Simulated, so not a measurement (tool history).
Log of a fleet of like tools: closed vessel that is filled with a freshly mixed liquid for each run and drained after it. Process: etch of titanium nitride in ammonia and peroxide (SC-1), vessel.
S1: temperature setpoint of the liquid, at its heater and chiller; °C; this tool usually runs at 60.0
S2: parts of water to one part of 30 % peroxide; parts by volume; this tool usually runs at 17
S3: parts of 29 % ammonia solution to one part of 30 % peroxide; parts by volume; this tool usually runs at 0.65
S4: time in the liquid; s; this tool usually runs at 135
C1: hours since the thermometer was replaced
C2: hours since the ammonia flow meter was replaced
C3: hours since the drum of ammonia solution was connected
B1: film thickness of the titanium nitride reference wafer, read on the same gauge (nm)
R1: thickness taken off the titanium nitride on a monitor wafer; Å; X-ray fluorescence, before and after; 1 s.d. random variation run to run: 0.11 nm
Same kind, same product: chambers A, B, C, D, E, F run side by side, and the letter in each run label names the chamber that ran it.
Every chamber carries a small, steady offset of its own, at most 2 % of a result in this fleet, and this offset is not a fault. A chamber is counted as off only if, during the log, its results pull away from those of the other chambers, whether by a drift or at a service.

{"run": "1A", "hour": 4.8, "S1": 60.0, "S2": 17, "S3": 0.65, "S4": 135, "C1": 803.0, "C2": 1577.2, "C3": 406.2, "B1": 60.01, "R1": 164.53}
{"run": "2F", "hour": 8.1, "S1": 60.0, "S2": 17, "S3": 0.65, "S4": 135, "C1": 363.7, "C2": 332.9, "C3": 137.5, "B1": 59.985, "R1": 166.35}
{"run": "3C", "hour": 11.9, "S1": 60.0, "S2": 17, "S3": 0.65, "S4": 135, "C1": 314.0, "C2": 140.2, "C3": 440.0, "B1": 60.017, "R1": 161.81}
{"run": "4D", "hour": 15.0, "S1": 60.0, "S2": 17, "S3": 0.65, "S4": 135, "C1": 521.5, "C2": 18.8, "C3": 626.0, "B1": 60.004, "R1": 164.41}
{"run": "5E", "hour": 20.8, "S1": 60.0, "S2": 17, "S3": 0.65, "S4": 135, "C1": 494.2, "C2": 772.6, "C3": 109.3, "B1": 60.004, "R1": 165.29}
{"run": "6B", "hour": 26.6, "S1": 60.0, "S2": 17, "S3": 0.65, "S4": 135, "C1": 308.4, "C2": 574.2, "C3": 466.8, "B1": 60.019, "R1": 164.74}
{"run": "7D", "hour": 32.6, "S1": 60.0, "S2": 17, "S3": 0.65, "S4": 135, "C1": 539.1, "C2": 36.4, "C3": 643.6, "B1": 59.958, "R1": 163.55}
{"hour": 36.2, "done": "chamber A: new drum of ammonia solution connected"}
{"run": "8C", "hour": 36.7, "S1": 60.0, "S2": 17, "S3": 0.65, "S4": 135, "C1": 338.8, "C2": 165.0, "C3": 464.8, "B1": 60.004, "R1": 164.46}
{"run": "9F", "hour": 41.9, "S1": 60.0, "S2": 17, "S3": 0.65, "S4": 135, "C1": 397.5, "C2": 366.7, "C3": 171.3, "B1": 60.014, "R1": 166.23}
{"run": "10A", "hour": 45.0, "S1": 60.0, "S2": 17, "S3": 0.65, "S4": 135, "C1": 843.2, "C2": 1617.4, "C3": 8.9, "B1": 59.994, "R1": 166.16}
{"run": "11E", "hour": 48.7, "S1": 60.0, "S2": 17, "S3": 0.65, "S4": 80, "C1": 522.1, "C2": 800.5, "C3": 137.2, "B1": 59.982, "R1": 97.694}
{"run": "12B", "hour": 55.6, "S1": 60.0, "S2": 17, "S3": 0.65, "S4": 80, "C1": 337.4, "C2": 603.2, "C3": 495.8, "B1": 59.988, "R1": 97.417}
{"run": "13D", "hour": 61.7, "S1": 60.0, "S2": 17, "S3": 0.65, "S4": 80, "C1": 568.2, "C2": 65.5, "C3": 672.7, "B1": 60.01, "R1": 97.904}
{"run": "14F", "hour": 68.4, "S1": 60.0, "S2": 17, "S3": 0.65, "S4": 80, "C1": 424.0, "C2": 393.2, "C3": 197.8, "B1": 60.03, "R1": 99.001}
{"hour": 73.4, "done": "chamber F: ammonia flow meter replaced"}
{"run": "15B", "hour": 75.0, "S1": 60.0, "S2": 17, "S3": 0.65, "S4": 80, "C1": 356.8, "C2": 622.6, "C3": 515.2, "B1": 59.97, "R1": 98.727}
{"run": "16A", "hour": 79.1, "S1": 60.0, "S2": 17, "S3": 0.65, "S4": 80, "C1": 877.3, "C2": 1651.5, "C3": 43.0, "B1": 60.007, "R1": 97.55}
{"run": "17E", "hour": 84.9, "S1": 60.0, "S2": 17, "S3": 0.65, "S4": 135, "C1": 558.3, "C2": 836.7, "C3": 173.4, "B1": 60.025, "R1": 165.46}
{"run": "18C", "hour": 88.6, "S1": 60.0, "S2": 17, "S3": 0.65, "S4": 135, "C1": 390.7, "C2": 216.9, "C3": 516.7, "B1": 60.004, "R1": 162.39}
{"run": "19E", "hour": 94.5, "S1": 60.0, "S2": 17, "S3": 0.65, "S4": 135, "C1": 567.9, "C2": 846.3, "C3": 183.0, "B1": 59.994, "R1": 166.41}
{"run": "20A", "hour": 100.0, "S1": 60.0, "S2": 17, "S3": 0.65, "S4": 135, "C1": 898.2, "C2": 1672.4, "C3": 63.9, "B1": 60.009, "R1": 163.77}
{"hour": 101.0, "done": "chamber C: new drum of ammonia solution connected"}
{"run": "21B", "hour": 105.2, "S1": 60.0, "S2": 17, "S3": 0.65, "S4": 135, "C1": 387.0, "C2": 652.8, "C3": 545.4, "B1": 60.002, "R1": 163.9}
{"run": "22F", "hour": 110.1, "S1": 60.0, "S2": 17, "S3": 0.65, "S4": 135, "C1": 465.7, "C2": 36.7, "C3": 239.5, "B1": 60.011, "R1": 165.63}
{"run": "23D", "hour": 116.9, "S1": 60.0, "S2": 17, "S3": 0.65, "S4": 135, "C1": 623.4, "C2": 120.7, "C3": 727.9, "B1": 60.007, "R1": 168.79}
{"run": "24C", "hour": 120.6, "S1": 60.0, "S2": 17, "S3": 0.65, "S4": 135, "C1": 422.7, "C2": 248.9, "C3": 19.7, "B1": 60.031, "R1": 161.45}
{"run": "25D", "hour": 124.3, "S1": 60.0, "S2": 17, "S3": 0.65, "S4": 135, "C1": 630.8, "C2": 128.1, "C3": 735.3, "B1": 60.016, "R1": 166.97}
{"run": "26F", "hour": 130.2, "S1": 60.0, "S2": 17, "S3": 0.65, "S4": 135, "C1": 485.8, "C2": 56.8, "C3": 259.6, "B1": 59.973, "R1": 164.4}
{"run": "27E", "hour": 135.7, "S1": 51.5, "S2": 17, "S3": 0.65, "S4": 60, "C1": 609.1, "C2": 887.5, "C3": 224.2, "B1": 60.01, "R1": 41.654}
{"run": "28C", "hour": 141.4, "S1": 51.5, "S2": 17, "S3": 0.65, "S4": 60, "C1": 443.5, "C2": 269.7, "C3": 40.5, "B1": 60.006, "R1": 41.076}
{"run": "29A", "hour": 145.5, "S1": 51.5, "S2": 17, "S3": 0.65, "S4": 60, "C1": 943.7, "C2": 1717.9, "C3": 109.4, "B1": 60.02, "R1": 41.019}
{"run": "30B", "hour": 148.6, "S1": 51.5, "S2": 17, "S3": 0.65, "S4": 60, "C1": 430.4, "C2": 696.2, "C3": 588.8, "B1": 60.007, "R1": 40.844}
{"run": "31F", "hour": 153.7, "S1": 51.5, "S2": 17, "S3": 0.65, "S4": 60, "C1": 509.3, "C2": 80.3, "C3": 283.1, "B1": 60.005, "R1": 41.038}
{"run": "32C", "hour": 158.2, "S1": 51.5, "S2": 17, "S3": 0.65, "S4": 60, "C1": 460.3, "C2": 286.5, "C3": 57.3, "B1": 59.995, "R1": 41.155}
{"run": "33B", "hour": 161.3, "S1": 60.0, "S2": 17, "S3": 0.65, "S4": 135, "C1": 443.1, "C2": 708.9, "C3": 601.5, "B1": 60.004, "R1": 163.96}
{"run": "34D", "hour": 168.1, "S1": 60.0, "S2": 17, "S3": 0.65, "S4": 135, "C1": 674.6, "C2": 171.9, "C3": 779.1, "B1": 59.994, "R1": 170.65}
{"run": "35A", "hour": 172.9, "S1": 60.0, "S2": 17, "S3": 0.65, "S4": 135, "C1": 971.1, "C2": 1745.3, "C3": 136.8, "B1": 60.008, "R1": 165.89}
{"run": "36E", "hour": 176.2, "S1": 60.0, "S2": 17, "S3": 0.65, "S4": 135, "C1": 649.6, "C2": 928.0, "C3": 264.7, "B1": 59.998, "R1": 165.25}
{"run": "37A", "hour": 180.3, "S1": 60.0, "S2": 17, "S3": 0.65, "S4": 135, "C1": 978.5, "C2": 1752.7, "C3": 144.2, "B1": 59.993, "R1": 164.08}
{"run": "38D", "hour": 184.2, "S1": 60.0, "S2": 17, "S3": 0.65, "S4": 135, "C1": 690.7, "C2": 188.0, "C3": 795.2, "B1": 59.988, "R1": 169.53}
{"run": "39F", "hour": 187.4, "S1": 60.0, "S2": 17, "S3": 0.65, "S4": 135, "C1": 543.0, "C2": 114.0, "C3": 316.8, "B1": 60.005, "R1": 165.95}
{"run": "40B", "hour": 191.4, "S1": 60.0, "S2": 17, "S3": 0.65, "S4": 185, "C1": 473.2, "C2": 739.0, "C3": 631.6, "B1": 59.975, "R1": 223.91}
{"run": "41C", "hour": 194.9, "S1": 60.0, "S2": 17, "S3": 0.65, "S4": 185, "C1": 497.0, "C2": 323.2, "C3": 94.0, "B1": 59.982, "R1": 223.46}

What goes on in this fleet: one chamber off, a drifting gauge, or nothing beyond the chambers' own small offsets? Name the chamber and the cause, if any.

One chamber, D, drifts off from the rest bit by bit.
What lies behind it: liquid hotter than its thermometer reads (K) = 0.711.

Which of the 4 candidates below, each the usual settings with something changed and its results left as question marks, puts chamber D back in line with what the other chambers give on the usual settings?
To be in line, a result may differ from the other chambers' mean on the usual settings by at most: R1 3.900 Å
{"run": "42D-1", "hour": 199.9, "S1": 60.0, "S2": 18.5, "S3": 0.65, "S4": 135, "R1": "?"}
{"run": "42D-2", "hour": 199.9, "S1": 60.0, "S2": 20.0, "S3": 0.6, "S4": 135, "R1": "?"}
{"run": "42D-3", "hour": 199.9, "S1": 61.5, "S2": 17.0, "S3": 0.65, "S4": 135, "R1": "?"}
{"run": "42D-4", "hour": 199.9, "S1": 60.0, "S2": 15.5, "S3": 0.65, "S4": 135, "R1": "?"}

The mean the other chambers reach with the usual settings: R1 164.500 Å
run=42D-1 R1=165.120
run=42D-2 R1=155.920
run=42D-3 R1=190.350
run=42D-4 R1=181.740
42D-1 is the one that brings the chamber's results back in line with the other chambers.
